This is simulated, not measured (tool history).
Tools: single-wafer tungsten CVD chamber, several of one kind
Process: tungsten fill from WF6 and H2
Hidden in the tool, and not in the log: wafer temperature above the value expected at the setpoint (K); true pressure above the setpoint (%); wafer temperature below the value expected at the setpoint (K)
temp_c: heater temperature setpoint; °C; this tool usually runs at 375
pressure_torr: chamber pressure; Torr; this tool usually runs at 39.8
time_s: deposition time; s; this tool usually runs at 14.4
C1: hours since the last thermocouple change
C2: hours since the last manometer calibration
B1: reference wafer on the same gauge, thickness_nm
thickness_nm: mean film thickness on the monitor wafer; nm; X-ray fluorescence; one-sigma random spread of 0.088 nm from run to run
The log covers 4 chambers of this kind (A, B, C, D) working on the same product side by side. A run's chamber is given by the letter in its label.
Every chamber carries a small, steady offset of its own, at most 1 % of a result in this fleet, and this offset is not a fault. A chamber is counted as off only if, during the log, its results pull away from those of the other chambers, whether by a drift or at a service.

run 1B hour=3.2 | temp_c=375 pressure_torr=39.8 time_s=14.4 | C1=1988.4 C2=1492.6 | B1=25.504 | thickness_nm=29.448
run 2D hour=8.6 | temp_c=375 pressure_torr=39.8 time_s=14.4 | C1=978.2 C2=475.1 | B1=25.501 | thickness_nm=29.085
run 3C hour=14 | temp_c=375 pressure_torr=39.8 time_s=14.4 | C1=416.5 C2=2039.1 | B1=25.506 | thickness_nm=28.924
run 4A hour=18.5 | temp_c=375 pressure_torr=39.8 time_s=14.4 | C1=307.1 C2=556 | B1=25.5 | thickness_nm=29.374
run 5C hour=23 | temp_c=375 pressure_torr=39.8 time_s=14.4 | C1=425.5 C2=2048.1 | B1=25.495 | thickness_nm=29.184
run 6A hour=27.5 | temp_c=375 pressure_torr=39.8 time_s=14.4 | C1=316.1 C2=565 | B1=25.504 | thickness_nm=29.236
run 7B hour=30.5 | temp_c=375 pressure_torr=39.8 time_s=14.4 | C1=2015.7 C2=1519.9 | B1=25.509 | thickness_nm=29.581
run 8D hour=33.2 | temp_c=375 pressure_torr=39.8 time_s=14.4 | C1=1002.8 C2=499.7 | B1=25.511 | thickness_nm=28.99
run 9D hour=35.7 | temp_c=375 pressure_torr=39.8 time_s=11.9 | C1=1005.3 C2=502.2 | B1=25.513 | thickness_nm=23.973
run 10B hour=39.7 | temp_c=375 pressure_torr=39.8 time_s=11.9 | C1=2024.9 C2=1529.1 | B1=25.502 | thickness_nm=24.259
run 11C hour=42.4 | temp_c=375 pressure_torr=39.8 time_s=11.9 | C1=444.9 C2=2067.5 | B1=25.511 | thickness_nm=24.054
run 12A hour=46.3 | temp_c=375 pressure_torr=39.8 time_s=11.9 | C1=334.9 C2=583.8 | B1=25.486 | thickness_nm=24.081
run 13B hour=50 | temp_c=375 pressure_torr=39.8 time_s=14.4 | C1=2035.2 C2=1539.4 | B1=25.514 | thickness_nm=29.608
run 14D hour=55.2 | temp_c=375 pressure_torr=39.8 time_s=14.4 | C1=1024.8 C2=521.7 | B1=25.507 | thickness_nm=28.909
run 15C hour=58.1 | temp_c=364 pressure_torr=39.8 time_s=12.5 | C1=460.6 C2=2083.2 | B1=25.509 | thickness_nm=20.033
run 16A hour=61 | temp_c=364 pressure_torr=39.8 time_s=12.5 | C1=349.6 C2=598.5 | B1=25.489 | thickness_nm=20.065
run 17D hour=64.2 | temp_c=364 pressure_torr=39.8 time_s=12.5 | C1=1033.8 C2=530.7 | B1=25.497 | thickness_nm=19.733
run 18A hour=68.8 | temp_c=364 pressure_torr=39.8 time_s=12.5 | C1=357.4 C2=606.3 | B1=25.5 | thickness_nm=20.101
run 19C hour=73.9 | temp_c=375 pressure_torr=39.8 time_s=14.4 | C1=476.4 C2=2099 | B1=25.508 | thickness_nm=29
run 20B hour=77.5 | temp_c=375 pressure_torr=39.8 time_s=14.4 | C1=2062.7 C2=1566.9 | B1=25.489 | thickness_nm=29.432
-- hour=81.4 chamber C: capacitance manometer re-zeroed and calibrated
run 21C hour=81.8 | temp_c=375 pressure_torr=39.8 time_s=14.4 | C1=484.3 C2=0.4 | B1=25.506 | thickness_nm=29.087
run 22A hour=84.8 | temp_c=375 pressure_torr=39.8 time_s=14.4 | C1=373.4 C2=622.3 | B1=25.504 | thickness_nm=29.311
run 23B hour=90.5 | temp_c=375 pressure_torr=39.8 time_s=14.4 | C1=2075.7 C2=1579.9 | B1=25.492 | thickness_nm=29.56
run 24D hour=93.9 | temp_c=375 pressure_torr=39.8 time_s=14.4 | C1=1063.5 C2=560.4 | B1=25.487 | thickness_nm=28.704
run 25D hour=97.6 | temp_c=375 pressure_torr=31.3 time_s=12.4 | C1=1067.2 C2=564.1 | B1=25.482 | thickness_nm=21.955
run 26A hour=100.7 | temp_c=375 pressure_torr=31.3 time_s=12.4 | C1=389.3 C2=638.2 | B1=25.513 | thickness_nm=22.332
run 27B hour=104.9 | temp_c=375 pressure_torr=31.3 time_s=12.4 | C1=2090.1 C2=1594.3 | B1=25.517 | thickness_nm=22.624
run 28C hour=109.2 | temp_c=375 pressure_torr=31.3 time_s=12.4 | C1=511.7 C2=27.8 | B1=25.482 | thickness_nm=22.136
run 29A hour=112.3 | temp_c=375 pressure_torr=39.8 time_s=14.4 | C1=400.9 C2=649.8 | B1=25.478 | thickness_nm=29.123
run 30C hour=118.1 | temp_c=375 pressure_torr=39.8 time_s=14.4 | C1=520.6 C2=36.7 | B1=25.492 | thickness_nm=29.107
run 31D hour=122.1 | temp_c=375 pressure_torr=39.8 time_s=14.4 | C1=1091.7 C2=588.6 | B1=25.49 | thickness_nm=28.542
run 32B hour=126.7 | temp_c=375 pressure_torr=39.8 time_s=14.4 | C1=2111.9 C2=1616.1 | B1=25.506 | thickness_nm=29.508
run 33A hour=131.9 | temp_c=375 pressure_torr=39.8 time_s=14.4 | C1=420.5 C2=669.4 | B1=25.504 | thickness_nm=29.139

One chamber off, gauge drift, or nothing amiss beyond the chambers' own small offsets? If it is a chamber, which one, and what is the likeliest cause?

One chamber, D, drifts off from the rest bit by bit.
Likeliest cause: wafer temperature below the value expected at the setpoint (K) = 1.02.
The log might look much the same if the cause were instead: true pressure below the setpoint (%).

Which of the 4 candidates below, each the usual settings with something changed and its results left as question marks, puts chamber D back in line with what the other chambers give on the usual settings?
Allowed miss from the other chambers' usual-settings mean, per result, to count as in line: thickness_nm 0.31 nm
run 34D-1 hour=136 | temp_c=375 pressure_torr=39.8 time_s=14.3 | thickness_nm=?
run 34D-2 hour=136 | temp_c=375 pressure_torr=37.4 time_s=14.4 | thickness_nm=?
run 34D-3 hour=136 | temp_c=375 pressure_torr=39.8 time_s=14.5 | thickness_nm=?
run 34D-4 hour=136 | temp_c=376 pressure_torr=40 time_s=14.5 | thickness_nm=?

On the usual settings, the other chambers give on average: thickness_nm 29.25 nm
run=34D-1 thickness_nm=28.236
run=34D-2 thickness_nm=27.624
run=34D-3 thickness_nm=28.632
run=34D-4 thickness_nm=29.31
It is 34D-4 that realigns the chamber with its peers.

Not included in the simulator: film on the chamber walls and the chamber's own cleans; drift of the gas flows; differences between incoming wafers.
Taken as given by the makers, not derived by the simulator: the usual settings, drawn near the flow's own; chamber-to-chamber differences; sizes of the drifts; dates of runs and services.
